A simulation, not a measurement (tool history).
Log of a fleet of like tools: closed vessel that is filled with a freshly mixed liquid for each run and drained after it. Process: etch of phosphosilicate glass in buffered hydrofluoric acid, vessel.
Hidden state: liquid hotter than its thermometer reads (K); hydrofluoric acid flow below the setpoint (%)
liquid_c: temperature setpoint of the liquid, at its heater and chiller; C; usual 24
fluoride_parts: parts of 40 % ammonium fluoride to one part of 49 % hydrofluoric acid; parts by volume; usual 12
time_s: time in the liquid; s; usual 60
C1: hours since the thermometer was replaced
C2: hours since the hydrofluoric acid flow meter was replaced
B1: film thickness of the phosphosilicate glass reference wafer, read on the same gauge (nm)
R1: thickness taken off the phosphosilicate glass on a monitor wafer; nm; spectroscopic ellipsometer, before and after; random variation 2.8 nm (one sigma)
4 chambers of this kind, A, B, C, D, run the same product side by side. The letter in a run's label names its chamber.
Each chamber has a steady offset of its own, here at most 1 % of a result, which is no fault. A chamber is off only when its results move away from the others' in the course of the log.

run 1C hour=9 | liquid_c=24 fluoride_parts=12 time_s=60 | C1=37.9 C2=1282.5 | B1=59.986 | R1=464.37
run 2D hour=18.1 | liquid_c=24 fluoride_parts=12 time_s=60 | C1=2277.3 C2=127.3 | B1=59.999 | R1=467.71
run 3B hour=28.6 | liquid_c=24 fluoride_parts=12 time_s=60 | C1=1468.2 C2=71.3 | B1=60.016 | R1=472.12
run 4A hour=41.9 | liquid_c=24 fluoride_parts=12 time_s=60 | C1=321 C2=217.5 | B1=59.964 | R1=467.08
run 5C hour=53.5 | liquid_c=24 fluoride_parts=12 time_s=60 | C1=82.4 C2=1327 | B1=59.961 | R1=467.58
run 6B hour=62.5 | liquid_c=24 fluoride_parts=12 time_s=60 | C1=1502.1 C2=105.2 | B1=59.98 | R1=478.07
run 7A hour=71 | liquid_c=24 fluoride_parts=16.5 time_s=60 | C1=350.1 C2=246.6 | B1=59.998 | R1=340.47
run 8D hour=79.1 | liquid_c=24 fluoride_parts=16.5 time_s=60 | C1=2338.3 C2=188.3 | B1=59.964 | R1=340.62
-- hour=79.2 chamber B: thermometer replaced
run 9A hour=87.7 | liquid_c=24 fluoride_parts=16.5 time_s=60 | C1=366.8 C2=263.3 | B1=60.02 | R1=345.79
run 10C hour=95.8 | liquid_c=24 fluoride_parts=16.5 time_s=60 | C1=124.7 C2=1369.3 | B1=59.997 | R1=340.29
run 11B hour=105.8 | liquid_c=27 fluoride_parts=10.5 time_s=60 | C1=26.6 C2=148.5 | B1=60.014 | R1=635.16
run 12D hour=116.9 | liquid_c=27 fluoride_parts=10.5 time_s=60 | C1=2376.1 C2=226.1 | B1=59.988 | R1=631.07
run 13D hour=124.2 | liquid_c=27 fluoride_parts=10.5 time_s=60 | C1=2383.4 C2=233.4 | B1=59.996 | R1=627.98
run 14A hour=136.9 | liquid_c=27 fluoride_parts=10.5 time_s=60 | C1=416 C2=312.5 | B1=59.976 | R1=625.58
run 15C hour=146.9 | liquid_c=24 fluoride_parts=12 time_s=60 | C1=175.8 C2=1420.4 | B1=59.972 | R1=472.53
run 16B hour=157.4 | liquid_c=24 fluoride_parts=12 time_s=60 | C1=78.2 C2=200.1 | B1=60.037 | R1=467.2
run 17C hour=168.2 | liquid_c=24 fluoride_parts=12 time_s=60 | C1=197.1 C2=1441.7 | B1=59.981 | R1=466.33
run 18A hour=175.6 | liquid_c=27 fluoride_parts=12 time_s=60 | C1=454.7 C2=351.2 | B1=59.992 | R1=546.93
run 19D hour=183.2 | liquid_c=27 fluoride_parts=12 time_s=60 | C1=2442.4 C2=292.4 | B1=59.996 | R1=551.83
run 20B hour=191.2 | liquid_c=27 fluoride_parts=12 time_s=60 | C1=112 C2=233.9 | B1=60.033 | R1=557
run 21C hour=204.5 | liquid_c=27 fluoride_parts=12 time_s=60 | C1=233.4 C2=1478 | B1=60.024 | R1=545.8
run 22A hour=210.6 | liquid_c=24 fluoride_parts=12 time_s=60 | C1=489.7 C2=386.2 | B1=59.998 | R1=468.98
run 23D hour=224.1 | liquid_c=24 fluoride_parts=12 time_s=60 | C1=2483.3 C2=333.3 | B1=60.003 | R1=468.4
run 24B hour=232.4 | liquid_c=21.5 fluoride_parts=12 time_s=60 | C1=153.2 C2=275.1 | B1=59.991 | R1=411.2
run 25B hour=238.9 | liquid_c=21.5 fluoride_parts=12 time_s=60 | C1=159.7 C2=281.6 | B1=59.991 | R1=408.15
run 26D hour=244.7 | liquid_c=21.5 fluoride_parts=12 time_s=60 | C1=2503.9 C2=353.9 | B1=59.992 | R1=404.75

Is one chamber off against the others, does the gauge drift, or is nothing wrong? If a chamber is off, say which, and what the likeliest cause is.

No chamber stands off beyond its own small offset, and the gauge holds steady.
